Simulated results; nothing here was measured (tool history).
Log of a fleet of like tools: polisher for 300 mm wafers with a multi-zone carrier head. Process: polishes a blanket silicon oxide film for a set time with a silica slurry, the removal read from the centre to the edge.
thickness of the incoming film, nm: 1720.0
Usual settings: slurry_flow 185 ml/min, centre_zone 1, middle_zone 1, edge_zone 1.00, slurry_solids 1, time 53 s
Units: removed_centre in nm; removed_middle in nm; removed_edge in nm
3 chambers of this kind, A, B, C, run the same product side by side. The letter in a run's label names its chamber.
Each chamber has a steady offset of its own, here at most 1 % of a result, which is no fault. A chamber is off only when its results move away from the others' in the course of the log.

run   hour  slurry_flow  centre_zone  middle_zone  edge_zone  slurry_solids  time  removed_centre  removed_middle  removed_edge
 1A    6.8          185            1            1       1.00              1    53          259.52          258.24        263.51
       9.6  -- chamber C: centre zone pressure recalibrated
 2C   14.6          185            1            1       1.00              1    53          263.81          262.84        259.29
 3B   20.9          185            1            1       1.00              1    53          265.37          261.79        265.88
 4C   31.7          185            1            1       1.00              1    53          261.97          264.02        264.26
 5B   42.3          240            1            1       1.00              1    53          273.84          270.63        272.17
 6A   51.6          240            1            1       1.00              1    53          269.59          271.08        268.94
 7C   57.2          240            1            1       1.00              1    53          274.73          272.38        273.41
 8B   62.8          185            1            1       1.00              1    53          265.23          260.19        265.38
      63.6  -- chamber C: edge zone pressure recalibrated
 9A   74.4          185            1            1       1.00              1    53          259.14          261.18        265.27
      76.6  -- chamber C: worn pad replaced by a new one
10A   82.0          185            1            1       1.00              1    53          261.63          266.46        265.72
11C   90.0          185            1            1       1.00              1    53          265.51          263.42        266.04
12B   96.9          185            1            1       1.00              1    53          266.70          259.66        263.06
      99.9  -- chamber B: worn pad replaced by a new one
13C  105.2          185            1            1       1.00              1    53          261.72          260.24        262.72
     113.8  -- chamber A: slurry nozzle cleaned
14A  115.3          235            1            1       1.09              1    53          270.82          269.04        281.29
     118.7  -- chamber A: worn pad replaced by a new one
15B  123.8          235            1            1       1.09              1    53          275.07          269.57        284.29
16B  135.0          235            1            1       1.09              1    53          276.50          271.00        282.84
17C  142.8          185            1            1       0.95              1    53          263.35          263.91        257.77
18A  149.9          185            1            1       0.95              1    53          262.36          260.08        258.94
19A  158.8          185            1            1       0.95              1    53          263.74          262.34        255.04
     169.0  -- chamber C: worn pad replaced by a new one
20B  170.4          185            1            1       1.00              1    53          268.84          261.65        267.93
21C  182.4          185            1            1       1.00              1    53          261.63          262.91        268.15
22C  190.7          185            1            1       1.00              1    53          261.96          265.29        264.66
23B  198.0          185            1            1       1.00              1    53          270.51          260.55        264.57
24A  203.4          185            1            1       1.00              1    53          260.05          258.95        264.82
25B  212.6          185            1            1       1.00              1    53          271.11          261.86        262.22
     218.3  -- chamber B: worn pad replaced by a new one
26A  219.8          185            1            1       1.00              1    53          264.30          264.53        264.18
27C  229.5          185            1            1       1.00              1    53          264.60          261.77        260.99
28A  237.7          185            1            1       1.00              1    53          261.92          260.35        261.66
29B  248.2          185            1            1       1.00              1    53          273.34          262.49        263.10
30C  253.6          185            1            1       1.00              1    53          262.55          260.21        265.24
31B  259.0          185            1            1       1.00              1    53          275.84          257.13        262.72
32A  267.7          185            1            1       1.00              1    53          259.77          260.40        262.30

What goes on in this fleet: one chamber off, a drifting gauge, or nothing beyond the chambers' own small offsets? Name the chamber and the cause, if any.

Chamber B drifts away from the others.
Cause: centre zone's pressure above its setpoint, % = 4.75.

Here are 4 candidates for chamber B's next run, each the usual settings with a change, their results left as question marks. Which one brings its results back in line with what the others give on the usual settings?
In line means no further than this from the other chambers' mean on the usual settings: removed_centre 6.00 nm; removed_middle 7.60 nm; removed_edge 8.90 nm
33B-1  276.4          185         0.99         1.00       1.00              1    53               ?               ?             ?
33B-2  276.4          190         1.04         0.99       0.98              1    53               ?               ?             ?
33B-3  276.4          180         0.96         1.01       1.02              1    53               ?               ?             ?
33B-4  276.4          185         1.01         1.00       1.00              1    53               ?               ?             ?

The other chambers' mean on the usual settings: removed_centre 262.50 nm; removed_middle 261.90 nm; removed_edge 263.43 nm
  run  removed_centre  removed_middle  removed_edge
33B-1          275.56          263.10        264.12
33B-2          292.28          261.65        262.19
33B-3          265.06          264.44        265.99
33B-4          281.73          263.07        264.12
33B-3 brings the chamber back in line.
